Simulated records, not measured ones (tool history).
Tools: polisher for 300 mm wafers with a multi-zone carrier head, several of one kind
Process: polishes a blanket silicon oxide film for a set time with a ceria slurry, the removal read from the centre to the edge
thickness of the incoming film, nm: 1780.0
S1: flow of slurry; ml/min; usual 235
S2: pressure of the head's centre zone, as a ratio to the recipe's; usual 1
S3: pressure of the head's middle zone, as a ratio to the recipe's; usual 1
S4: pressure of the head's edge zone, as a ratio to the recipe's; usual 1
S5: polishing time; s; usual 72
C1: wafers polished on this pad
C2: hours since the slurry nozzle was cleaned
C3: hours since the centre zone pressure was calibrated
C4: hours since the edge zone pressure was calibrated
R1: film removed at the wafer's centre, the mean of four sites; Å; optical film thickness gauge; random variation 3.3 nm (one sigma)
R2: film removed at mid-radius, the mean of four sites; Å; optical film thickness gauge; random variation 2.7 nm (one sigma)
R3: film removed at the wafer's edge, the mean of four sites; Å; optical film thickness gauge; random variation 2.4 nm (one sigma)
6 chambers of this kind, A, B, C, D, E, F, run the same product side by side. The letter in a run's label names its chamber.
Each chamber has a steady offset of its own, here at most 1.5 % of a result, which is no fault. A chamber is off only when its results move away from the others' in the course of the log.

{"hour": 0.6, "done": "chamber E: worn pad replaced by a new one"}
{"run": "1C", "hour": 2.7, "S1": 235, "S2": 1, "S3": 1, "S4": 1, "S5": 72, "C1": 212, "C2": 332.1, "C3": 422.9, "C4": 235.7, "R1": 2403.6, "R2": 2520.1, "R3": 2534.5}
{"run": "2D", "hour": 5.0, "S1": 235, "S2": 1, "S3": 1, "S4": 1, "S5": 72, "C1": 435, "C2": 575.6, "C3": 552.8, "C4": 290.7, "R1": 2484.4, "R2": 2515.2, "R3": 2499}
{"run": "3E", "hour": 8.9, "S1": 235, "S2": 1, "S3": 1, "S4": 1, "S5": 72, "C1": 108, "C2": 27.7, "C3": 9.9, "C4": 29.5, "R1": 2464.7, "R2": 2504.3, "R3": 2523.3}
{"run": "4A", "hour": 11.4, "S1": 235, "S2": 1, "S3": 1, "S4": 1, "S5": 72, "C1": 840, "C2": 84.5, "C3": 63.8, "C4": 383.6, "R1": 2433.1, "R2": 2445.7, "R3": 2472.6}
{"hour": 14.0, "done": "chamber A: worn pad replaced by a new one"}
{"run": "5B", "hour": 15.6, "S1": 235, "S2": 1.1, "S3": 1, "S4": 0.9, "S5": 72, "C1": 286, "C2": 37.3, "C3": 909, "C4": 961, "R1": 2668.1, "R2": 2441, "R3": 2311.7}
{"run": "6F", "hour": 18.7, "S1": 235, "S2": 1.1, "S3": 1, "S4": 0.9, "S5": 72, "C1": 307, "C2": 128.5, "C3": 252.8, "C4": 362.4, "R1": 2805.7, "R2": 2474, "R3": 2356.4}
{"run": "7D", "hour": 21.6, "S1": 235, "S2": 1.1, "S3": 1, "S4": 0.9, "S5": 72, "C1": 649, "C2": 592.2, "C3": 569.4, "C4": 307.3, "R1": 2707.7, "R2": 2499.8, "R3": 2386.5}
{"run": "8E", "hour": 25.7, "S1": 235, "S2": 1.1, "S3": 1, "S4": 0.9, "S5": 72, "C1": 325, "C2": 44.5, "C3": 26.7, "C4": 46.3, "R1": 2745.6, "R2": 2482.1, "R3": 2340}
{"run": "9B", "hour": 28.5, "S1": 235, "S2": 1.1, "S3": 1, "S4": 0.9, "S5": 72, "C1": 452, "C2": 50.2, "C3": 921.9, "C4": 973.9, "R1": 2725.6, "R2": 2470.2, "R3": 2377.1}
{"run": "10F", "hour": 31.7, "S1": 235, "S2": 1.1, "S3": 1, "S4": 0.9, "S5": 72, "C1": 475, "C2": 141.5, "C3": 265.8, "C4": 375.4, "R1": 2718.8, "R2": 2445.2, "R3": 2334.1}
{"run": "11C", "hour": 34.8, "S1": 235, "S2": 1, "S3": 1, "S4": 1, "S5": 72, "C1": 626, "C2": 364.2, "C3": 455, "C4": 267.8, "R1": 2411.5, "R2": 2497.2, "R3": 2518.8}
{"run": "12A", "hour": 37.5, "S1": 235, "S2": 1, "S3": 1, "S4": 1, "S5": 72, "C1": 304, "C2": 110.6, "C3": 89.9, "C4": 409.7, "R1": 2508.1, "R2": 2521.9, "R3": 2496.2}
{"hour": 38.2, "done": "chamber F: worn pad replaced by a new one"}
{"run": "13F", "hour": 40.9, "S1": 235, "S2": 1, "S3": 1, "S4": 1, "S5": 72, "C1": 35, "C2": 150.7, "C3": 275, "C4": 384.6, "R1": 2439.2, "R2": 2486.6, "R3": 2526.7}
{"hour": 44.5, "done": "chamber E: worn pad replaced by a new one"}
{"run": "14A", "hour": 44.8, "S1": 235, "S2": 1, "S3": 1, "S4": 1, "S5": 72, "C1": 398, "C2": 117.9, "C3": 97.2, "C4": 417, "R1": 2407.9, "R2": 2487.4, "R3": 2509.2}
{"run": "15C", "hour": 48.2, "S1": 235, "S2": 1, "S3": 1, "S4": 1, "S5": 72, "C1": 800, "C2": 377.6, "C3": 468.4, "C4": 281.2, "R1": 2483.7, "R2": 2487.4, "R3": 2461.5}
{"run": "16E", "hour": 51.0, "S1": 235, "S2": 1, "S3": 1, "S4": 1, "S5": 72, "C1": 85, "C2": 69.8, "C3": 52, "C4": 71.6, "R1": 2501.1, "R2": 2496.6, "R3": 2500.2}
{"hour": 52.6, "done": "chamber F: centre zone pressure recalibrated"}
{"run": "17B", "hour": 55.0, "S1": 235, "S2": 1, "S3": 1, "S4": 1, "S5": 72, "C1": 795, "C2": 76.7, "C3": 948.4, "C4": 1000.4, "R1": 2465.6, "R2": 2469.6, "R3": 2480.5}
{"run": "18D", "hour": 57.2, "S1": 235, "S2": 1, "S3": 1, "S4": 1, "S5": 72, "C1": 1110, "C2": 627.8, "C3": 605, "C4": 342.9, "R1": 2473.7, "R2": 2496.6, "R3": 2493}
{"run": "19C", "hour": 60.3, "S1": 235, "S2": 1, "S3": 1, "S4": 1, "S5": 86, "C1": 956, "C2": 389.7, "C3": 480.5, "C4": 293.3, "R1": 2931.9, "R2": 2921.7, "R3": 2949.4}
{"run": "20D", "hour": 64.4, "S1": 235, "S2": 1, "S3": 1, "S4": 1, "S5": 86, "C1": 1203, "C2": 635, "C3": 612.2, "C4": 350.1, "R1": 3068.6, "R2": 2936, "R3": 2947.8}
{"hour": 66.8, "done": "chamber C: worn pad replaced by a new one"}
{"run": "21B", "hour": 68.2, "S1": 235, "S2": 1, "S3": 1, "S4": 1, "S5": 86, "C1": 965, "C2": 89.9, "C3": 961.6, "C4": 1013.6, "R1": 2875.2, "R2": 2957.2, "R3": 2958.1}
{"run": "22F", "hour": 70.4, "S1": 235, "S2": 1, "S3": 1, "S4": 1, "S5": 86, "C1": 416, "C2": 180.2, "C3": 17.9, "C4": 414.1, "R1": 2942.5, "R2": 2982.9, "R3": 2959}
{"run": "23A", "hour": 74.7, "S1": 235, "S2": 1, "S3": 1, "S4": 1, "S5": 86, "C1": 785, "C2": 147.8, "C3": 127.1, "C4": 446.9, "R1": 2938.8, "R2": 2937.1, "R3": 2962.3}
{"hour": 76.7, "done": "chamber F: worn pad replaced by a new one"}
{"run": "24E", "hour": 77.8, "S1": 235, "S2": 1, "S3": 1, "S4": 1, "S5": 86, "C1": 431, "C2": 96.6, "C3": 78.8, "C4": 98.4, "R1": 2922.4, "R2": 2975.8, "R3": 2959.7}
{"run": "25E", "hour": 81.5, "S1": 235, "S2": 1, "S3": 1, "S4": 1, "S5": 72, "C1": 479, "C2": 100.3, "C3": 82.5, "C4": 102.1, "R1": 2501.9, "R2": 2515.6, "R3": 2482}
{"hour": 85.9, "done": "chamber D: worn pad replaced by a new one"}
{"hour": 86.0, "done": "chamber E: worn pad replaced by a new one"}
{"run": "26D", "hour": 86.0, "S1": 235, "S2": 1, "S3": 1, "S4": 1, "S5": 72, "C1": 1, "C2": 656.6, "C3": 633.8, "C4": 371.7, "R1": 2498.7, "R2": 2507.3, "R3": 2471.4}
{"hour": 87.3, "done": "chamber A: worn pad replaced by a new one"}
{"run": "27C", "hour": 88.6, "S1": 235, "S2": 1, "S3": 1, "S4": 1, "S5": 72, "C1": 282, "C2": 418, "C3": 508.8, "C4": 321.6, "R1": 2459.2, "R2": 2487.6, "R3": 2478.4}
{"run": "28F", "hour": 91.7, "S1": 235, "S2": 1, "S3": 1, "S4": 1, "S5": 72, "C1": 194, "C2": 201.5, "C3": 39.2, "C4": 435.4, "R1": 2480.1, "R2": 2459.4, "R3": 2427.1}
{"hour": 95.7, "done": "chamber D: edge zone pressure recalibrated"}
{"hour": 95.8, "done": "chamber A: edge zone pressure recalibrated"}
{"run": "29A", "hour": 95.9, "S1": 235, "S2": 1, "S3": 1, "S4": 1, "S5": 72, "C1": 111, "C2": 169, "C3": 148.3, "C4": 0.2, "R1": 2463.5, "R2": 2502.1, "R3": 2506}
{"run": "30B", "hour": 98.2, "S1": 235, "S2": 1, "S3": 1, "S4": 1, "S5": 72, "C1": 1353, "C2": 119.9, "C3": 991.6, "C4": 1043.6, "R1": 2480.8, "R2": 2497.8, "R3": 2464.7}
{"run": "31E", "hour": 100.8, "S1": 235, "S2": 1, "S3": 1, "S4": 1, "S5": 72, "C1": 192, "C2": 119.6, "C3": 101.8, "C4": 121.4, "R1": 2469.7, "R2": 2487, "R3": 2477}
{"run": "32B", "hour": 102.8, "S1": 235, "S2": 1, "S3": 1, "S4": 1, "S5": 72, "C1": 1412, "C2": 124.5, "C3": 996.2, "C4": 1048.2, "R1": 2504.1, "R2": 2462, "R3": 2434.4}
{"run": "33D", "hour": 106.2, "S1": 235, "S2": 0.88, "S3": 1, "S4": 1.12, "S5": 72, "C1": 262, "C2": 676.8, "C3": 654, "C4": 10.5, "R1": 2182.9, "R2": 2508.7, "R3": 2637.5}
{"run": "34C", "hour": 109.7, "S1": 235, "S2": 0.88, "S3": 1, "S4": 1.12, "S5": 72, "C1": 555, "C2": 439.1, "C3": 529.9, "C4": 342.7, "R1": 2187.1, "R2": 2494.4, "R3": 2667.6}
{"run": "35A", "hour": 112.2, "S1": 235, "S2": 0.88, "S3": 1, "S4": 1.12, "S5": 72, "C1": 322, "C2": 185.3, "C3": 164.6, "C4": 16.5, "R1": 2174.9, "R2": 2490.3, "R3": 2644.8}
{"hour": 112.5, "done": "chamber F: worn pad replaced by a new one"}
{"run": "36F", "hour": 115.5, "S1": 235, "S2": 0.88, "S3": 1, "S4": 1.12, "S5": 72, "C1": 39, "C2": 225.3, "C3": 63, "C4": 459.2, "R1": 2111.5, "R2": 2460.2, "R3": 2604.6}

Next, every chamber runs the same settings. What will each give?
{"run": "37A", "hour": 118.8, "S1": 235, "S2": 1, "S3": 1, "S4": 1, "S5": 72, "R1": "?", "R2": "?", "R3": "?"}
{"run": "37B", "hour": 118.8, "S1": 235, "S2": 1, "S3": 1, "S4": 1, "S5": 72, "R1": "?", "R2": "?", "R3": "?"}
{"run": "37C", "hour": 118.8, "S1": 235, "S2": 1, "S3": 1, "S4": 1, "S5": 72, "R1": "?", "R2": "?", "R3": "?"}
{"run": "37D", "hour": 118.8, "S1": 235, "S2": 1, "S3": 1, "S4": 1, "S5": 72, "R1": "?", "R2": "?", "R3": "?"}
{"run": "37E", "hour": 118.8, "S1": 235, "S2": 1, "S3": 1, "S4": 1, "S5": 72, "R1": "?", "R2": "?", "R3": "?"}
{"run": "37F", "hour": 118.8, "S1": 235, "S2": 1, "S3": 1, "S4": 1, "S5": 72, "R1": "?", "R2": "?", "R3": "?"}

run=37A R1=2427.5 R2=2505.7 R3=2471
run=37B R1=2518.1 R2=2467.3 R3=2488.7
run=37C R1=2497.3 R2=2523.8 R3=2442.4
run=37D R1=2450.3 R2=2466.5 R3=2475
run=37E R1=2467.1 R2=2481.1 R3=2505.6
run=37F R1=2476.1 R2=2510.3 R3=2511.5
